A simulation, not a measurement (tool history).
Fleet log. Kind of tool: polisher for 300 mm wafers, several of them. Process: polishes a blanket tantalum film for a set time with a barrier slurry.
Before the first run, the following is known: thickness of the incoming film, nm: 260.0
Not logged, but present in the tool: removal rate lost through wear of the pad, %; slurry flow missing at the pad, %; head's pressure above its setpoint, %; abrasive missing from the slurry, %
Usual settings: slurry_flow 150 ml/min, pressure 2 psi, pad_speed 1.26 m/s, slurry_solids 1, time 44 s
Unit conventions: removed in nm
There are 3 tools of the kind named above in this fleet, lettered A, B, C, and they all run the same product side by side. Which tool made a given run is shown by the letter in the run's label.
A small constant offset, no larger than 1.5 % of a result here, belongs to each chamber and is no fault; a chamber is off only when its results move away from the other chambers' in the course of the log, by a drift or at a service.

run   hour  slurry_flow  pressure  pad_speed  slurry_solids  time  wafers polished on this pad  hours since the slurry nozzle was cleaned  hours since the head pressure was calibrated  hours since the slurry blender was calibrated  removed
         1  -- chamber B: slurry nozzle cleaned
 1C      4          150         2       1.26              1    44                          532                                      445.9                                         261.8                                           85.7   109.97
 2A    6.2          150         2       1.26              1    44                         1474                                        153                                           291                                           61.4   110.57
 3B      9          150         2       1.26              1    44                          962                                          8                                         184.5                                          342.1   114.31
 4C   12.1          150         2       1.26              1    44                          636                                        454                                         269.9                                           93.8   111.37
 5A   15.2          150         2       1.26              1    44                         1590                                        162                                           300                                           70.4   110.23
      16.5  -- chamber B: worn pad replaced by a new one
 6B   18.6          150         2       1.26              1    56                           28                                       17.6                                         194.1                                          351.7    143.8
 7B   21.5          150         2       1.26              1    56                           65                                       20.5                                           197                                          354.6   142.47
      23.1  -- chamber A: worn pad replaced by a new one
 8A   26.7          150         2       1.26              1    56                           46                                      173.5                                         311.5                                           81.9   141.05
 9C   29.9          150         2       1.26              1    44                          864                                      471.8                                         287.7                                          111.6   112.11
10B     35          150         2       1.26              1    44                          238                                         34                                         210.5                                          368.1   111.47
      36.5  -- chamber C: worn pad replaced by a new one
11A     40          150         2       1.26              1    44                          217                                      186.8                                         324.8                                           95.2   110.49
12C   45.3          150         2       1.26              1    44                          113                                      487.2                                         303.1                                            127   109.55
13B   48.2          150         2       1.26              1    44                          408                                       47.2                                         223.7                                          381.3   112.85
14C     52          150         2       1.26              1    44                          199                                      493.9                                         309.8                                          133.7   108.49
15A   54.5          150         2       1.26              1    44                          403                                      201.3                                         339.3                                          109.7   108.99
16A     59          150         2       1.26              1    44                          461                                      205.8                                         343.8                                          114.2   109.12
17C   61.4          120         2       1.26              1    44                          320                                      503.3                                         319.2                                          143.1   106.01
18B   64.7          120         2       1.26              1    44                          620                                       63.7                                         240.2                                          397.8   103.48
19C   69.1          120         2       1.26              1    44                          419                                        511                                         326.9                                          150.8   107.27
20B   74.2          175       2.3       1.26              1    44                          742                                       73.2                                         249.7                                          407.3   133.82
21A   78.8          175       2.3       1.26              1    44                          715                                      225.6                                         363.6                                            134   123.81
22B   82.5          175       2.3       1.26              1    44                          848                                       81.5                                           258                                          415.6   129.71
23A   86.4          150         2       1.26              1    44                          812                                      233.2                                         371.2                                          141.6   101.11
24C   90.1          150         2       1.26              1    44                          688                                        532                                         347.9                                          171.8   110.36
25A   93.7          150         2       1.26              1    44                          906                                      240.5                                         378.5                                          148.9   99.012
      95.3  -- chamber B: worn pad replaced by a new one
26C   97.8          150         2       1.26              1    44                          787                                      539.7                                         355.6                                          179.5   108.16
27B  102.6          170         2       1.66              1    44                           93                                      101.6                                         278.1                                          435.7   150.13
28C  105.4          170         2       1.66              1    44                          885                                      547.3                                         363.2                                          187.1   148.51
29B  108.4          170         2       1.66              1    44                          168                                      107.4                                         283.9                                          441.5   152.45

Each of the 3 chambers runs these same settings next. Fill in every chamber's results:
30A  112.2          150       2.4       1.26              1    44                                                                                                                                                                             ?
30B  112.2          150       2.4       1.26              1    44                                                                                                                                                                             ?
30C  112.2          150       2.4       1.26              1    44                                                                                                                                                                             ?

run  removed
30A   115.52
30B   135.13
30C   134.33
